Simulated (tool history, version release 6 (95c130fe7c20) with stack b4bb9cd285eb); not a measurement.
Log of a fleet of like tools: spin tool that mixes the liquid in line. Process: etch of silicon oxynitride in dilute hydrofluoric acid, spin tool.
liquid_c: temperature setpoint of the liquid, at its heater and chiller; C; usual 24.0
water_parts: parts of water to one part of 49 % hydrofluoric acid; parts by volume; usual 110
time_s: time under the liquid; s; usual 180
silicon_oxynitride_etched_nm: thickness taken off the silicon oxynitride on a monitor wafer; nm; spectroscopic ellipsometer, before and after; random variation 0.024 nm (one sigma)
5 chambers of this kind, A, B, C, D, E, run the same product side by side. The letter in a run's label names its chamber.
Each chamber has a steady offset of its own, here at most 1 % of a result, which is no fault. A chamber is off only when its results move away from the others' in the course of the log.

| run | hour | liquid_c | water_parts | time_s | read-back film thickness of the silicon oxynitride reference wafer, read on the same gauge (nm) | silicon_oxynitride_etched_nm |
|---|---|---|---|---|---|---|
|  | 0.9 | chamber B: thermometer replaced |
| 1E | 3.8 | 24.0 | 110 | 180 | 109.98 | 5.1633 |
| 2B | 7.9 | 24.0 | 110 | 180 | 109.99 | 5.1658 |
| 3C | 10.8 | 24.0 | 110 | 180 | 110.00 | 5.1655 |
| 4D | 15.0 | 24.0 | 110 | 180 | 109.99 | 5.1887 |
| 5A | 17.2 | 28.0 | 110 | 265 | 109.99 | 9.0830 |
| 6B | 19.4 | 28.0 | 110 | 265 | 109.99 | 9.2431 |
| 7C | 23.5 | 28.0 | 110 | 265 | 110.01 | 9.2083 |
| 8A | 26.7 | 28.0 | 110 | 265 | 110.00 | 9.1654 |
| 9E | 29.4 | 28.0 | 110 | 265 | 109.98 | 9.1735 |
| 10D | 32.3 | 24.0 | 110 | 180 | 110.03 | 5.1584 |
| 11C | 35.5 | 24.0 | 110 | 180 | 109.98 | 5.1910 |
| 12D | 38.6 | 24.0 | 110 | 180 | 109.97 | 5.2021 |
| 13B | 42.8 | 24.0 | 110 | 180 | 109.99 | 5.1499 |
| 14E | 45.8 | 24.0 | 110 | 180 | 110.00 | 5.1850 |
| 15A | 49.5 | 24.0 | 110 | 180 | 110.03 | 5.1398 |
| 16D | 53.8 | 24.0 | 110 | 180 | 109.99 | 5.1957 |
| 17E | 57.0 | 24.0 | 110 | 180 | 110.00 | 5.1395 |
| 18C | 61.2 | 24.0 | 110 | 180 | 109.99 | 5.2185 |
| 19B | 64.3 | 24.0 | 110 | 180 | 109.99 | 5.1696 |
| 20A | 67.3 | 24.0 | 110 | 180 | 110.02 | 5.0795 |
| 21D | 70.6 | 27.0 | 80 | 180 | 110.02 | 8.5427 |
| 22B | 72.6 | 27.0 | 80 | 180 | 109.99 | 8.3655 |
| 23E | 76.4 | 27.0 | 80 | 180 | 109.98 | 8.4544 |
| 24A | 78.6 | 27.0 | 80 | 180 | 110.00 | 8.2321 |
| 25C | 82.4 | 27.0 | 80 | 180 | 109.99 | 8.3859 |
| 26C | 86.0 | 24.0 | 110 | 180 | 109.99 | 5.1963 |
| 27B | 88.2 | 24.0 | 110 | 135 | 109.98 | 3.8820 |
| 28A | 90.4 | 24.0 | 110 | 135 | 110.01 | 3.7470 |
| 29E | 94.5 | 24.0 | 110 | 135 | 110.00 | 3.9199 |
| 30D | 97.3 | 24.0 | 110 | 135 | 110.01 | 3.8776 |
| 31B | 99.8 | 24.0 | 110 | 135 | 110.03 | 3.8720 |
| 32D | 103.5 | 24.0 | 110 | 180 | 110.01 | 5.1651 |
| 33A | 106.7 | 24.0 | 110 | 180 | 110.00 | 4.9878 |
| 34C | 109.9 | 24.0 | 110 | 180 | 110.00 | 5.1904 |
| 35E | 113.0 | 24.0 | 110 | 180 | 109.99 | 5.1594 |
| 36D | 116.3 | 24.0 | 110 | 180 | 110.01 | 5.1680 |
| 37E | 119.8 | 24.0 | 110 | 180 | 110.02 | 5.2270 |
| 38A | 121.7 | 24.0 | 110 | 180 | 109.98 | 5.0268 |
| 39B | 124.7 | 21.5 | 110 | 230 | 110.01 | 5.8955 |
| 40C | 127.5 | 21.5 | 110 | 230 | 110.00 | 5.9308 |
| 41C | 131.8 | 21.5 | 110 | 230 | 110.01 | 5.9134 |
| 42D | 135.0 | 21.5 | 110 | 230 | 109.99 | 5.8761 |
| 43E | 137.5 | 21.5 | 110 | 230 | 110.00 | 5.8561 |
| 44A | 140.8 | 24.0 | 110 | 180 | 110.01 | 4.9478 |

Next, every chamber runs the same settings. What will each give?
| 45A | 143.9 | 24.0 | 110 | 180 |  | ? |
| 45B | 143.9 | 24.0 | 110 | 180 |  | ? |
| 45C | 143.9 | 24.0 | 110 | 180 |  | ? |
| 45D | 143.9 | 24.0 | 110 | 180 |  | ? |
| 45E | 143.9 | 24.0 | 110 | 180 |  | ? |

| run | silicon_oxynitride_etched_nm |
|---|---|
| 45A | 4.9775 |
| 45B | 5.2243 |
| 45C | 5.1960 |
| 45D | 5.1556 |
| 45E | 5.1833 |
